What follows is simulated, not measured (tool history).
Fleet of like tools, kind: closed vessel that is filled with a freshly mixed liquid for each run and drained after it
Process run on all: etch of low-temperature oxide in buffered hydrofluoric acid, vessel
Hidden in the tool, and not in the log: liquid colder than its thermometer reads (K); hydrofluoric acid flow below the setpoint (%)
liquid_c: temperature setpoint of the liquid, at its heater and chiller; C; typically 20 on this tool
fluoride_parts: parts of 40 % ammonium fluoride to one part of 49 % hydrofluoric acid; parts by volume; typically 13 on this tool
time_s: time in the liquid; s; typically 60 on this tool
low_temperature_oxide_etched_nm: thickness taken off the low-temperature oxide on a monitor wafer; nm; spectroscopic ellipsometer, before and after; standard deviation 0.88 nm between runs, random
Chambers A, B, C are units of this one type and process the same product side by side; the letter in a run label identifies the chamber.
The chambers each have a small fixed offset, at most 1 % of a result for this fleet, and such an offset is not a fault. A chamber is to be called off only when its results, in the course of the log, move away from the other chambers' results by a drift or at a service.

| run | hour | liquid_c | fluoride_parts | time_s | hours since the thermometer was replaced | hours since the hydrofluoric acid flow meter was replaced | read-back film thickness of the low-temperature oxide reference wafer, read on the same gauge (nm) | low_temperature_oxide_etched_nm |
|---|---|---|---|---|---|---|---|---|
| 1B | 8.7 | 20 | 13 | 60 | 669.5 | 1979.3 | 100.01 | 197.74 |
|  | 18 | chamber A: thermometer replaced |
| 2C | 19.8 | 20 | 13 | 60 | 1916.6 | 1024.1 | 99.972 | 195.8 |
| 3A | 26.2 | 20 | 13 | 60 | 8.2 | 1106 | 100.01 | 196.17 |
| 4C | 34.3 | 20 | 13 | 60 | 1931.1 | 1038.6 | 100.02 | 195.43 |
| 5A | 40.7 | 20 | 13 | 60 | 22.7 | 1120.5 | 99.996 | 195.4 |
| 6B | 49.3 | 24.5 | 13 | 60 | 710.1 | 2019.9 | 99.995 | 255.42 |
| 7B | 58.6 | 24.5 | 13 | 60 | 719.4 | 2029.2 | 100.01 | 251.57 |
| 8A | 66.1 | 24.5 | 13 | 60 | 48.1 | 1145.9 | 99.998 | 252.16 |
| 9C | 72.7 | 20 | 13 | 60 | 1969.5 | 1077 | 99.993 | 195.87 |
| 10B | 79.1 | 20 | 13 | 60 | 739.9 | 2049.7 | 99.978 | 196.36 |
| 11A | 86.5 | 20 | 13 | 60 | 68.5 | 1166.3 | 100.01 | 194.98 |
| 12C | 95.3 | 20 | 13 | 60 | 1992.1 | 1099.6 | 99.988 | 195.09 |
| 13C | 101.7 | 20 | 13 | 60 | 1998.5 | 1106 | 99.987 | 194.94 |
| 14B | 112.3 | 20 | 13 | 60 | 773.1 | 2082.9 | 100 | 197.8 |
| 15A | 119.4 | 20 | 17.5 | 45 | 101.4 | 1199.2 | 99.995 | 110.15 |
| 16C | 130.6 | 20 | 17.5 | 45 | 2027.4 | 1134.9 | 100.03 | 108.89 |
| 17A | 137 | 20 | 17.5 | 45 | 119 | 1216.8 | 99.997 | 109.91 |
| 18B | 148.3 | 20 | 13 | 60 | 809.1 | 2118.9 | 99.992 | 194.99 |
| 19B | 154.5 | 20 | 13 | 60 | 815.3 | 2125.1 | 100.02 | 195.62 |
| 20C | 163.2 | 20 | 13 | 40 | 2060 | 1167.5 | 99.989 | 129.5 |
| 21A | 172.9 | 20 | 13 | 40 | 154.9 | 1252.7 | 100.01 | 130.79 |
| 22A | 183.6 | 20 | 13 | 40 | 165.6 | 1263.4 | 99.988 | 130.85 |
| 23C | 190.8 | 20 | 13 | 60 | 2087.6 | 1195.1 | 100.01 | 197.2 |
| 24B | 197.9 | 20 | 13 | 60 | 858.7 | 2168.5 | 99.991 | 194.41 |
| 25B | 204.1 | 17 | 13 | 60 | 864.9 | 2174.7 | 99.998 | 163.33 |
| 26A | 211.5 | 17 | 13 | 60 | 193.5 | 1291.3 | 100.02 | 165.68 |
| 27C | 218.1 | 17 | 13 | 60 | 2114.9 | 1222.4 | 99.993 | 165.21 |
| 28C | 226.7 | 20 | 13 | 60 | 2123.5 | 1231 | 100.01 | 194.65 |
| 29A | 233.2 | 20 | 13 | 60 | 215.2 | 1313 | 100.03 | 195.45 |
|  | 238.2 | chamber A: hydrofluoric acid flow meter replaced |
| 30B | 239.1 | 20 | 13 | 60 | 899.9 | 2209.7 | 100.01 | 191.85 |
| 31B | 245.2 | 24.5 | 13 | 30 | 906 | 2215.8 | 100 | 122.52 |
| 32C | 256.2 | 24.5 | 13 | 30 | 2153 | 1260.5 | 100.01 | 126.4 |
| 33A | 262 | 24.5 | 13 | 30 | 244 | 23.9 | 99.979 | 125.85 |
| 34B | 267.4 | 20 | 13 | 60 | 928.2 | 2238 | 99.996 | 190.18 |
| 35A | 276.7 | 23.5 | 11 | 60 | 258.7 | 38.6 | 100.01 | 279.87 |
| 36C | 283.5 | 23.5 | 11 | 60 | 2180.3 | 1287.8 | 100 | 279.44 |

All chambers now run identical settings, listed one chamber a line with results as question marks. What results will each chamber show?
| 37A | 291.9 | 20 | 13 | 60 |  |  |  | ? |
| 37B | 291.9 | 20 | 13 | 60 |  |  |  | ? |
| 37C | 291.9 | 20 | 13 | 60 |  |  |  | ? |

| run | low_temperature_oxide_etched_nm |
|---|---|
| 37A | 195.71 |
| 37B | 189.84 |
| 37C | 195.25 |
